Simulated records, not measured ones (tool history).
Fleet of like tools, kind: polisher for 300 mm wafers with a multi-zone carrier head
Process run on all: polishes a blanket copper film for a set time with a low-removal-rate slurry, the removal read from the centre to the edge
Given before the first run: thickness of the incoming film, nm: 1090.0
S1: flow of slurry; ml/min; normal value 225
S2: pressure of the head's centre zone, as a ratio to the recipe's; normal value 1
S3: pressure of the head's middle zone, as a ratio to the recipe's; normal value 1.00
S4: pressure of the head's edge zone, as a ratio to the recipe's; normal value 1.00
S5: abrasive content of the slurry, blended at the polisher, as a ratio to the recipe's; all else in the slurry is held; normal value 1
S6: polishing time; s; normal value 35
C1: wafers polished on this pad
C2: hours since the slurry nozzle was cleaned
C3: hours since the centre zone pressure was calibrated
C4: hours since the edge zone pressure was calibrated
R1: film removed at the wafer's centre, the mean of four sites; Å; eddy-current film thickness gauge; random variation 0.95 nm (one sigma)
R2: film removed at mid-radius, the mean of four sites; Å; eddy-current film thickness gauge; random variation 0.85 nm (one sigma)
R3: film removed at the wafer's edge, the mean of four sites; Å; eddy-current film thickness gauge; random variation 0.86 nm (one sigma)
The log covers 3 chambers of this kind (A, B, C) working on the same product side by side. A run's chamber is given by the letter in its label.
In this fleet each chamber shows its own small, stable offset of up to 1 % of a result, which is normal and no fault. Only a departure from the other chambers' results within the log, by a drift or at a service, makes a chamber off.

run	day	S1	S2	S3	S4	S5	S6	C1	C2	C3	C4	R1	R2	R3
1A	0.300	225	1	1.00	1.00	1	35	807	297.8	637.0	426.8	698.29	695.11	691.96
2B	0.742	225	1	1.00	1.00	1	35	665	236.9	640.7	620.1	711.05	716.24	694.02
# day 0.875: chamber C: slurry nozzle cleaned
3C	1.358	225	1	1.00	1.00	1	35	382	11.7	1262.8	293.8	697.91	696.55	708.02
4A	1.975	225	1	1.00	1.00	1	35	1150	338.0	677.2	467.0	716.36	705.57	678.91
5B	2.379	225	1	1.00	1.00	1	35	1001	276.2	680.0	659.4	699.12	709.59	699.53
# day 2.392: chamber A: slurry nozzle cleaned
# day 2.504: chamber A: worn pad replaced by a new one
6C	2.783	225	1	0.93	1.00	1	35	675	45.9	1297.0	328.0	694.77	654.74	721.51
7A	3.117	225	1	0.93	1.00	1	35	125	17.4	704.6	494.4	720.98	653.83	690.12
# day 3.346: chamber A: centre zone pressure recalibrated
8B	3.383	225	1	0.93	1.00	1	35	1207	300.3	704.1	683.5	682.03	659.62	705.99
# day 3.775: chamber B: worn pad replaced by a new one
9C	3.792	225	1	1.00	1.00	1	35	881	70.1	1321.2	352.2	701.42	716.68	711.21
# day 3.858: chamber C: worn pad replaced by a new one
# day 3.912: chamber B: slurry nozzle cleaned
10C	4.212	225	1	1.00	1.00	1	35	72	80.2	1331.3	362.3	699.58	692.71	712.25
# day 4.704: chamber B: centre zone pressure recalibrated
11B	4.733	225	1	1.00	1.00	1	35	196	19.8	0.7	715.9	696.48	694.07	687.68
12A	5.262	225	1	1.00	1.00	1	35	565	68.9	46.1	545.9	692.86	699.68	696.95
13A	5.717	225	1	1.00	1.00	1	35	659	79.8	57.0	556.8	688.86	680.87	704.08
# day 5.779: chamber A: edge zone pressure recalibrated
# day 5.825: chamber C: centre zone pressure recalibrated
14C	6.012	225	1	1.00	1.00	1	35	441	123.4	4.5	405.5	769.36	696.78	703.23
15B	6.592	225	1	1.00	1.00	1	35	577	64.4	45.3	760.5	687.99	701.19	696.99
16A	6.888	225	1	1.00	1.00	1	35	899	107.9	85.1	26.6	709.33	698.00	692.67
17B	7.479	225	1	1.00	1.00	1	35	759	85.7	66.6	781.8	706.69	706.50	690.12
# day 7.800: chamber C: worn pad replaced by a new one
18C	7.850	225	1	1.00	1.00	1	35	10	167.5	48.6	449.6	753.43	700.30	698.55
19C	8.138	225	1	1.00	1.00	1	35	69	174.4	55.5	456.5	747.58	703.19	704.02
20A	8.642	225	1	1.00	1.00	1	35	1258	150.0	127.2	68.7	727.74	694.26	712.05
21B	9.142	225	1	1.07	1.06	1	35	1100	125.6	106.5	821.7	702.30	761.88	715.23
22A	9.521	225	1	1.07	1.06	1	35	1439	171.1	148.3	89.8	721.25	742.36	733.96

Is one chamber out of step, is the gauge drifting, or do the chambers differ by no more than their own small offsets? For an off chamber, give its letter and the likeliest cause.

After it was serviced, chamber C no longer matches the other chambers.
Most likely cause: centre zone's pressure above its setpoint, % = 7.69.

Chamber C could run next with any of the 4 candidate recipes listed below; each alters the usual settings, and their results appear as question marks. Which one brings its results back in line with what the other chambers deliver on the usual settings?
Maximum distance from the other chambers' mean on the usual settings for a result to count as in line: R1 33.00 Å; R2 30.00 Å; R3 30.00 Å
23C-1	9.962	220	0.94	1.03	1.01	1	34					?	?	?
23C-2	9.962	230	1.06	0.97	0.99	1	36					?	?	?
23C-3	9.962	220	0.89	1.06	1.02	1	34					?	?	?
23C-4	9.962	230	1.12	0.94	0.98	1	36					?	?	?

The mean the other chambers reach with the usual settings: R1 699.61 Å; R2 701.24 Å; R3 699.20 Å
run	R1	R2	R3
23C-1	682.17	700.22	687.02
23C-2	828.71	705.71	723.59
23C-3	642.39	718.98	690.30
23C-4	879.55	685.72	720.08
23C-1 is the one that brings the chamber's results back in line with the other chambers.

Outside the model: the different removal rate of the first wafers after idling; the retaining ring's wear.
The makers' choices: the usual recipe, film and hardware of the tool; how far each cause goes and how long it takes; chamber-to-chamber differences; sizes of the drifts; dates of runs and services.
